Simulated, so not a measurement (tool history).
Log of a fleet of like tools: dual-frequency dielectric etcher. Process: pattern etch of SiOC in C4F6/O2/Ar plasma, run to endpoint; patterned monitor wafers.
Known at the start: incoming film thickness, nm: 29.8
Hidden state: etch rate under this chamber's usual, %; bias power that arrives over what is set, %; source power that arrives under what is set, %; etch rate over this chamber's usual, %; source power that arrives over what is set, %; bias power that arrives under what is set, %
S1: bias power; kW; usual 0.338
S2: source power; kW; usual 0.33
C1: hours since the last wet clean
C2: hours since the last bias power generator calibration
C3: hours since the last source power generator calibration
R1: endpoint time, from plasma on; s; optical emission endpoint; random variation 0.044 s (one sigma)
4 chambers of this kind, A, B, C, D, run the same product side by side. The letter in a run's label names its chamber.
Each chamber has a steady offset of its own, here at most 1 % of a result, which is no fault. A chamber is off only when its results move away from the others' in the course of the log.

run 1D hour=12.3 | S1=0.338 S2=0.33 | C1=130.3 C2=1006.8 C3=280.9 | R1=12.348
run 2C hour=20.4 | S1=0.338 S2=0.33 | C1=320.2 C2=35.3 C3=1546.9 | R1=12.529
run 3A hour=30.1 | S1=0.338 S2=0.33 | C1=280.4 C2=998.6 C3=1766.8 | R1=12.527
run 4B hour=42.1 | S1=0.338 S2=0.33 | C1=329.5 C2=1219.8 C3=1248.6 | R1=12.393
run 5D hour=55.5 | S1=0.368 S2=0.33 | C1=173.5 C2=1050 C3=324.1 | R1=12.015
run 6B hour=66 | S1=0.368 S2=0.33 | C1=353.4 C2=1243.7 C3=1272.5 | R1=12.041
-- hour=66.9 chamber A: source power generator calibrated
-- hour=80.4 chamber C: source power generator calibrated
run 7A hour=81.3 | S1=0.368 S2=0.33 | C1=331.6 C2=1049.8 C3=14.5 | R1=12.076
run 8C hour=93.9 | S1=0.368 S2=0.33 | C1=393.7 C2=108.8 C3=13.5 | R1=12.096
-- hour=99.9 chamber B: wet clean of the chamber
run 9D hour=108.2 | S1=0.338 S2=0.33 | C1=226.2 C2=1102.7 C3=376.8 | R1=12.325
run 10A hour=123.2 | S1=0.338 S2=0.33 | C1=373.5 C2=1091.7 C3=56.4 | R1=12.544
run 11B hour=135.4 | S1=0.338 S2=0.33 | C1=35.5 C2=1313.1 C3=1341.9 | R1=12.371
-- hour=135.8 chamber C: wet clean of the chamber
run 12C hour=148.9 | S1=0.338 S2=0.33 | C1=13.2 C2=163.8 C3=68.5 | R1=12.518
run 13C hour=163.3 | S1=0.338 S2=0.33 | C1=27.6 C2=178.2 C3=82.9 | R1=12.499
run 14A hour=173.6 | S1=0.338 S2=0.33 | C1=423.9 C2=1142.1 C3=106.8 | R1=12.645
run 15D hour=184.1 | S1=0.338 S2=0.33 | C1=302.1 C2=1178.6 C3=452.7 | R1=12.367
run 16B hour=198.8 | S1=0.338 S2=0.33 | C1=98.9 C2=1376.5 C3=1405.3 | R1=12.387
run 17D hour=213.1 | S1=0.338 S2=0.33 | C1=331.1 C2=1207.6 C3=481.7 | R1=12.368
run 18B hour=223.2 | S1=0.338 S2=0.33 | C1=123.3 C2=1400.9 C3=1429.7 | R1=12.387
-- hour=232.3 chamber D: wet clean of the chamber
run 19C hour=232.9 | S1=0.338 S2=0.33 | C1=97.2 C2=247.8 C3=152.5 | R1=12.458
run 20A hour=240.7 | S1=0.338 S2=0.33 | C1=491 C2=1209.2 C3=173.9 | R1=12.835
run 21A hour=249.3 | S1=0.338 S2=0.33 | C1=499.6 C2=1217.8 C3=182.5 | R1=12.848
run 22B hour=258.8 | S1=0.338 S2=0.33 | C1=158.9 C2=1436.5 C3=1465.3 | R1=12.314
run 23D hour=271.8 | S1=0.338 S2=0.33 | C1=39.6 C2=1266.3 C3=540.4 | R1=12.414
run 24C hour=282.8 | S1=0.338 S2=0.33 | C1=147.1 C2=297.7 C3=202.4 | R1=12.55
run 25C hour=292.2 | S1=0.338 S2=0.33 | C1=156.5 C2=307.1 C3=211.8 | R1=12.518
run 26A hour=300.9 | S1=0.338 S2=0.33 | C1=551.2 C2=1269.4 C3=234.1 | R1=12.991
run 27B hour=312.6 | S1=0.338 S2=0.33 | C1=212.7 C2=1490.3 C3=1519.1 | R1=12.321

What goes on in this fleet: one chamber off, a drifting gauge, or nothing beyond the chambers' own small offsets? Name the chamber and the cause, if any.

Chamber A drifts away from the others.
Cause: etch rate under this chamber's usual, % = 4.41.

Here are 4 candidates for chamber A's next run, each the usual settings with a change, their results left as question marks. Which one brings its results back in line with what the others give on the usual settings?
In line means no further than this from the other chambers' mean on the usual settings: R1 0.15 s
run 28A-1 hour=323.5 | S1=0.291 S2=0.28 | R1=?
run 28A-2 hour=323.5 | S1=0.392 S2=0.38 | R1=?
run 28A-3 hour=323.5 | S1=0.314 S2=0.31 | R1=?
run 28A-4 hour=323.5 | S1=0.362 S2=0.35 | R1=?

The other chambers' mean on the usual settings: R1 12.422 s
run=28A-1 R1=14.649
run=28A-2 R1=11.742
run=28A-3 R1=13.724
run=28A-4 R1=12.462
28A-4 brings the chamber back in line.
